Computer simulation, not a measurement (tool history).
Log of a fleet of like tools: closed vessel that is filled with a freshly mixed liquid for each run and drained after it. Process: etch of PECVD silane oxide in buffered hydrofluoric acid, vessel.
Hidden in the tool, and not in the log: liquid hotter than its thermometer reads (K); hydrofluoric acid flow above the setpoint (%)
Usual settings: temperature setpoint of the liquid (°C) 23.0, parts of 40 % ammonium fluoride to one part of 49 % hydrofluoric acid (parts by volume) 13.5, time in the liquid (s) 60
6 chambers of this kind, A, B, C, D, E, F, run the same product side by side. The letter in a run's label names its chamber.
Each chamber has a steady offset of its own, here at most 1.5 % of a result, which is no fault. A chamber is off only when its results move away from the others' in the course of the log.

run,day,temperature setpoint of the liquid (°C),parts of 40 % ammonium fluoride to one part of 49 % hydrofluoric acid (parts by volume),time in the liquid (s),hours since the thermometer was replaced,hours since the hydrofluoric acid flow meter was replaced,"read-back film thickness of the PECVD silane oxide reference wafer, read on the same gauge (nm)",thickness taken off the PECVD silane oxide on a monitor wafer (nm)
# day 0.167: chamber D: hydrofluoric acid flow meter replaced
1E,0.325,23.0,13.5,60,936.8,276.2,30.006,170.09
2A,0.538,23.0,13.5,60,276.0,708.0,30.053,167.92
3D,0.742,23.0,13.5,60,709.7,13.9,30.012,168.52
4C,1.029,23.0,13.5,60,703.4,1544.6,29.987,171.59
5B,1.208,23.0,13.5,60,44.0,254.6,29.955,168.37
6F,1.425,23.0,13.5,60,1111.8,583.3,30.005,169.66
7E,1.629,23.0,13.5,60,968.1,307.5,30.009,170.28
8A,1.833,23.0,13.5,60,307.1,739.1,29.994,168.70
9F,2.188,23.0,13.5,60,1130.1,601.6,30.015,167.57
10B,2.421,23.0,13.5,60,73.1,283.7,30.000,166.95
11C,2.750,23.0,13.5,60,744.7,1585.9,30.065,170.80
12D,3.012,23.0,13.5,60,764.2,68.4,29.950,170.26
13B,3.367,23.0,13.5,60,95.8,306.4,29.969,169.43
14E,3.658,23.0,13.5,60,1016.8,356.2,29.992,171.05
15A,3.833,23.0,13.5,60,355.1,787.1,30.023,167.69
16D,4.125,23.0,13.5,60,790.9,95.1,30.035,170.73
17F,4.362,23.0,13.5,60,1182.3,653.8,30.004,168.06
18C,4.692,23.0,13.5,60,791.3,1632.5,29.964,171.18
19D,4.938,23.0,13.5,60,810.4,114.6,29.970,170.39
20E,5.208,26.5,13.5,85,1054.0,393.4,30.037,293.90
21B,5.583,26.5,13.5,85,149.0,359.6,29.953,290.93
22C,5.758,26.5,13.5,85,816.9,1658.1,30.017,290.81
23F,6.125,26.5,13.5,85,1224.6,696.1,30.019,290.96
24A,6.412,26.5,13.5,85,417.0,849.0,30.003,289.25
25B,6.733,26.5,13.5,85,176.6,387.2,29.984,289.78
26D,7.075,23.0,13.5,60,861.7,165.9,29.953,171.11
27F,7.304,23.0,13.5,60,1252.9,724.4,30.006,168.25
28E,7.492,23.0,13.5,60,1108.8,448.2,29.998,170.34
29A,7.829,23.0,13.5,60,451.0,883.0,30.029,168.28
30C,8.083,23.0,13.5,60,872.7,1713.9,30.001,171.14
31D,8.350,25.5,13.5,60,892.3,196.5,29.990,197.61
32E,8.658,25.5,13.5,60,1136.8,476.2,29.959,195.38
33C,8.888,25.5,13.5,60,892.0,1733.2,30.038,195.27
34F,9.179,25.5,13.5,60,1297.9,769.4,30.037,194.28
35A,9.383,25.5,13.5,60,488.3,920.3,29.995,192.97
36B,9.625,25.5,13.5,60,246.0,456.6,30.000,192.02
37D,9.804,23.0,13.5,60,927.2,231.4,29.950,173.00
38F,10.146,23.0,13.5,60,1321.1,792.6,29.998,168.79
39A,10.321,23.0,13.5,60,510.8,942.8,29.962,167.79
40B,10.612,23.0,13.5,60,269.7,480.3,29.996,168.35
41E,10.962,23.0,13.5,60,1192.1,531.5,29.997,170.26
42C,11.150,23.0,13.5,60,946.3,1787.5,30.001,171.38

What goes on in this fleet: one chamber off, a drifting gauge, or nothing beyond the chambers' own small offsets? Name the chamber and the cause, if any.

Chamber D drifts away from the others.
Cause: liquid hotter than its thermometer reads (K) = 0.462.
The log may not tell that from: hydrofluoric acid flow above the setpoint (%).

Here are 4 candidates for chamber D's next run, each the usual settings with a change, their results left as question marks. Which one brings its results back in line with what the others give on the usual settings?
In line means no further than this from the other chambers' mean on the usual settings: thickness taken off the PECVD silane oxide on a monitor wafer (nm) 2.20
43D-1,11.425,23.5,13.5,60,,,,?
43D-2,11.425,22.0,13.5,60,,,,?
43D-3,11.425,22.5,13.5,60,,,,?
43D-4,11.425,24.0,13.5,60,,,,?

The other chambers' mean on the usual settings: thickness taken off the PECVD silane oxide on a monitor wafer (nm) 169.49
run,thickness taken off the PECVD silane oxide on a monitor wafer (nm)
43D-1,178.49
43D-2,164.21
43D-3,168.89
43D-4,183.43
43D-3 brings the chamber back in line.
